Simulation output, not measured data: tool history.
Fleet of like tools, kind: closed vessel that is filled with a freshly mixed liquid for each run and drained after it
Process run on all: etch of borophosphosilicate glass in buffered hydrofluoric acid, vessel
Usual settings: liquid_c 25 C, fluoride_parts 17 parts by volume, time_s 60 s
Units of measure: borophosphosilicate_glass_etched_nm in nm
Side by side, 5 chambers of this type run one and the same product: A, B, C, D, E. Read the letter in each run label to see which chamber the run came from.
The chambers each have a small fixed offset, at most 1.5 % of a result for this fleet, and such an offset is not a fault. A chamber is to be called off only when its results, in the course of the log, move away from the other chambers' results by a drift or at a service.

run   hour  liquid_c  fluoride_parts  time_s  read-back film thickness of the borophosphosilicate glass reference wafer, read on the same gauge (nm)  borophosphosilicate_glass_etched_nm
 1D    8.1        25              17      60                                                                                                  69.985                               84.384
 2E   14.0        25              17      60                                                                                                  69.997                               85.893
 3A   19.1        25              17      60                                                                                                  69.995                               84.033
 4B   26.5        25              17      60                                                                                                  70.011                               84.304
 5C   35.1        25              17      60                                                                                                  70.030                               83.843
 6C   42.9        27              11      60                                                                                                  70.012                              142.710
 7A   52.1        27              11      60                                                                                                  70.000                              147.580
 8E   57.1        27              11      60                                                                                                  69.972                              141.650
 9D   61.7        27              11      60                                                                                                  70.016                              144.480
10B   71.1        27              11      60                                                                                                  70.032                              146.370
11C   77.4        25              17      60                                                                                                  69.984                               83.076
12B   84.2        25              17      60                                                                                                  69.989                               84.033
13D   92.3        25              17      60                                                                                                  70.017                               82.047
14E  101.3        25              17      60                                                                                                  70.029                               83.986
15A  108.4        25              17      60                                                                                                  70.002                               83.601
16D  112.7        25              17      60                                                                                                  70.013                               83.541
17B  119.9        25              17      60                                                                                                  70.040                               83.802
18E  127.4        25              17      60                                                                                                  70.018                               84.625
19A  134.7        25              17      60                                                                                                  69.992                               82.035
20C  140.9        25              17      60                                                                                                  69.998                               86.660
21A  150.2        25              17      75                                                                                                  70.009                              104.790
     151.5  -- chamber A: thermometer replaced
22E  159.5        25              17      75                                                                                                  70.005                              106.030
23B  164.9        25              17      75                                                                                                  70.012                              104.750
     169.6  -- chamber A: hydrofluoric acid flow meter replaced
24C  172.5        25              17      75                                                                                                  69.989                              104.380
25D  179.7        25              17      75                                                                                                  70.006                              101.880
26A  184.2        23              17      90                                                                                                  70.031                              113.310
27C  191.4        23              17      90                                                                                                  70.009                              113.140
28D  200.6        23              17      90                                                                                                  70.027                              111.980
29E  206.9        23              17      90                                                                                                  70.039                              115.730
30B  211.0        23              17      90                                                                                                  69.989                              112.930
31A  217.5        25              17      60                                                                                                  70.021                               83.603
32D  222.8        25              17      60                                                                                                  70.024                               82.236
33C  227.4        25              17      60                                                                                                  70.042                               83.979
34E  235.3        25              17      60                                                                                                  69.975                               85.607

Each of the 5 chambers runs these same settings next. Fill in every chamber's results:
35A  242.1        25              17      60                                                                                                                                            ?
35B  242.1        25              17      60                                                                                                                                            ?
35C  242.1        25              17      60                                                                                                                                            ?
35D  242.1        25              17      60                                                                                                                                            ?
35E  242.1        25              17      60                                                                                                                                            ?

run  borophosphosilicate_glass_etched_nm
35A                               85.028
35B                               83.855
35C                               84.353
35D                               83.132
35E                               85.972

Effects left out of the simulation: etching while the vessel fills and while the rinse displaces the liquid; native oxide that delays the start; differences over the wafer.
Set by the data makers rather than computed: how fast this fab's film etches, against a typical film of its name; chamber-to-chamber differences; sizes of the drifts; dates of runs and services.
